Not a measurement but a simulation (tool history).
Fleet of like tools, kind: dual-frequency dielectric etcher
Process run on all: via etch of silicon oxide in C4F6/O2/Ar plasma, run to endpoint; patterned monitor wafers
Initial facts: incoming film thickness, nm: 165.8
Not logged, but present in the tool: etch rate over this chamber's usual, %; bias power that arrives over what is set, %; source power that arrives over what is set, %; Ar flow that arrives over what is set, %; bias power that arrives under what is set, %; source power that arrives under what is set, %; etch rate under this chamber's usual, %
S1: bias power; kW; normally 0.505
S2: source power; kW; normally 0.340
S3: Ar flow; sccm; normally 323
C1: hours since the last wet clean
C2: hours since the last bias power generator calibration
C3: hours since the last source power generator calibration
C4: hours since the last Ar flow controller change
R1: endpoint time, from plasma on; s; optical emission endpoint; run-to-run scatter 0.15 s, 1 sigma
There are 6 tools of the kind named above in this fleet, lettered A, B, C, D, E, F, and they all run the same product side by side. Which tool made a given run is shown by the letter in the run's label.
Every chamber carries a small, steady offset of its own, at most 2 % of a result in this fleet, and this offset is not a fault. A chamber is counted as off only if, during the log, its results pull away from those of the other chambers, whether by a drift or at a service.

run,day,S1,S2,S3,C1,C2,C3,C4,R1
# day 0.079: chamber F: Ar flow controller replaced
1C,0.362,0.505,0.340,323,266.9,2705.0,782.3,2001.2,39.192
2B,0.800,0.505,0.340,323,261.6,2045.7,336.5,2321.6,38.620
3D,1.104,0.505,0.340,323,202.2,1786.1,417.9,2353.0,38.594
4E,1.354,0.505,0.340,323,123.6,248.2,853.2,2432.4,38.866
# day 1.371: chamber A: source power generator calibrated
5F,1.779,0.505,0.340,323,631.3,3742.1,2190.0,40.9,38.989
6A,2.079,0.505,0.340,323,255.2,1774.8,17.0,1765.6,38.369
7E,2.308,0.505,0.340,323,146.5,271.1,876.1,2455.3,39.171
8A,2.588,0.505,0.340,323,267.4,1787.0,29.2,1777.8,38.438
9B,2.850,0.505,0.340,323,310.8,2094.9,385.7,2370.8,38.272
10C,3.138,0.505,0.340,323,333.5,2771.6,848.9,2067.8,39.236
# day 3.258: chamber C: bias power generator calibrated
11F,3.412,0.505,0.340,323,670.5,3781.3,2229.2,80.1,39.098
# day 3.571: chamber F: wet clean of the chamber
12D,3.625,0.505,0.340,323,262.7,1846.6,478.4,2413.5,38.970
13D,3.942,0.406,0.410,323,270.3,1854.2,486.0,2421.1,39.032
14F,4.321,0.406,0.410,323,18.1,3803.1,2251.0,101.9,39.480
# day 4.633: chamber B: wet clean of the chamber
15E,4.642,0.406,0.410,323,202.5,327.1,932.1,2511.3,40.033
16A,5.004,0.406,0.410,323,325.4,1845.0,87.2,1835.8,38.852
17B,5.417,0.406,0.410,323,18.9,2156.5,447.3,2432.4,39.254
18C,5.833,0.406,0.410,323,398.2,61.9,913.6,2132.5,39.596
19D,6.062,0.505,0.340,323,321.2,1905.1,536.9,2472.0,38.704
20E,6.292,0.505,0.340,323,242.1,366.7,971.7,2550.9,39.438
21C,6.500,0.505,0.340,323,414.2,77.9,929.6,2148.5,39.243
22B,6.783,0.505,0.340,323,51.7,2189.3,480.1,2465.2,38.797
23F,7.004,0.505,0.340,323,82.5,3867.5,2315.4,166.3,38.980
24A,7.288,0.505,0.340,323,380.2,1899.8,142.0,1890.6,38.661
25E,7.604,0.505,0.340,323,273.6,398.2,1003.2,2582.4,39.747
26D,7.817,0.505,0.340,323,363.3,1947.2,579.0,2514.1,38.750
27A,8.258,0.505,0.340,323,403.5,1923.1,165.3,1913.9,38.515
28C,8.562,0.505,0.340,323,463.7,127.4,979.1,2198.0,38.670
29B,8.962,0.505,0.340,323,104.0,2241.6,532.4,2517.5,38.881
30F,9.358,0.505,0.340,323,139.0,3924.0,2371.9,222.8,39.116
31C,9.742,0.616,0.340,364,492.0,155.7,1007.4,2226.3,36.677
32B,9.979,0.616,0.340,364,128.4,2266.0,556.8,2541.9,36.206
33D,10.279,0.616,0.340,364,422.4,2006.3,638.1,2573.2,36.403
34F,10.500,0.616,0.340,364,166.4,3951.4,2399.3,250.2,36.682
35E,10.812,0.616,0.340,364,350.6,475.2,1080.2,2659.4,37.877
36A,11.012,0.616,0.340,364,469.6,1989.2,231.4,1980.0,35.988
37F,11.296,0.505,0.340,323,185.5,3970.5,2418.4,269.3,39.242

One chamber off, gauge drift, or nothing amiss beyond the chambers' own small offsets? If it is a chamber, which one, and what is the likeliest cause?

One chamber, E, drifts off from the rest bit by bit.
Most likely cause: etch rate under this chamber's usual, % = 3.54.

Which of the 4 candidates below, each the usual settings with something changed and its results left as question marks, puts chamber E back in line with what the other chambers give on the usual settings?
Counts as in line when no further than this from what the other chambers average on the usual settings: R1 0.520 s
38E-1,11.612,0.526,0.340,323,,,,,?
38E-2,11.612,0.477,0.320,328,,,,,?
38E-3,11.612,0.533,0.360,318,,,,,?
38E-4,11.612,0.493,0.330,323,,,,,?

Usual-settings mean across the other chambers: R1 38.781 s
run,R1
38E-1,39.739
38E-2,42.217
38E-3,38.664
38E-4,41.165
38E-3 brings the chamber back in line.
